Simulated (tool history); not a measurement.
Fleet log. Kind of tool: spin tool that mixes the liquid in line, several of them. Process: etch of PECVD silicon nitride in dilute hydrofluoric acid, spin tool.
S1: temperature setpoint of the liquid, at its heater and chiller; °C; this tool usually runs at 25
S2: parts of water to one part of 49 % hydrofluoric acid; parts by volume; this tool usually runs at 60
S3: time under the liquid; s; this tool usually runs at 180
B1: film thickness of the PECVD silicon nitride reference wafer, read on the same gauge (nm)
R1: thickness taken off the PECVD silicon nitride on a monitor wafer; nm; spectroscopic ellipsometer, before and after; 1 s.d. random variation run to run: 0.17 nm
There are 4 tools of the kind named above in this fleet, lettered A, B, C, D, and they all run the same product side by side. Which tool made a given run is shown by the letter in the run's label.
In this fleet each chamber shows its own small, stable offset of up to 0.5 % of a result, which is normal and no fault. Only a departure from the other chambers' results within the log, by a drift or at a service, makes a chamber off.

run,hour,S1,S2,S3,B1,R1
1B,2.8,25,60,180,150.02,17.808
2C,7.2,25,60,180,149.95,17.824
3A,11,25,60,180,150.02,17.759
4D,13.5,25,60,180,150.03,17.848
5C,15.6,25,60,180,150,17.976
6B,17.7,23,75,180,149.99,12.404
7D,21.8,23,75,180,150.02,12.48
8A,24.1,23,75,180,149.94,12.602
9D,28.3,23,75,180,150.02,12.47
10C,32.5,25,60,180,149.96,17.777
11B,36.6,25,60,180,149.97,17.826
12A,40.2,25,60,180,150,18.135
13B,44.4,25,60,95,150.03,9.5099
# hour 46.2: chamber C: thermometer replaced
14C,47,25,60,95,149.99,9.562
15A,50.5,25,60,95,150,9.5442
# hour 54.6: chamber C: hydrofluoric acid flow meter replaced
16D,54.9,25,60,95,150,9.4994
17A,59.4,25,60,180,149.98,18.528
18C,63.4,25,60,180,149.97,17.822
19B,66.8,25,60,180,149.99,17.865
20D,71.2,25,60,180,149.98,17.753
21A,75.1,25,60,180,149.95,17.99
22C,77.5,27,85,180,149.95,14.483
23B,81.4,27,85,180,150.03,14.594
24D,85.3,27,85,180,150.01,14.435
25B,87.4,27,85,180,149.95,14.417
26A,90.5,25,60,180,150.02,18.072
27D,93.1,25,60,180,150.04,17.564
28C,97.5,25,60,180,150,17.942
29A,100.7,25,60,180,150.04,18.153
30B,103.6,25,60,180,149.98,18.007
31C,106.5,25,60,180,149.98,17.856

All chambers now run identical settings, listed one chamber a line with results as question marks. What results will each chamber show?
32A,109.8,29,60,180,,?
32B,109.8,29,60,180,,?
32C,109.8,29,60,180,,?
32D,109.8,29,60,180,,?

run,R1
32A,23.577
32B,23.046
32C,23.22
32D,23.376

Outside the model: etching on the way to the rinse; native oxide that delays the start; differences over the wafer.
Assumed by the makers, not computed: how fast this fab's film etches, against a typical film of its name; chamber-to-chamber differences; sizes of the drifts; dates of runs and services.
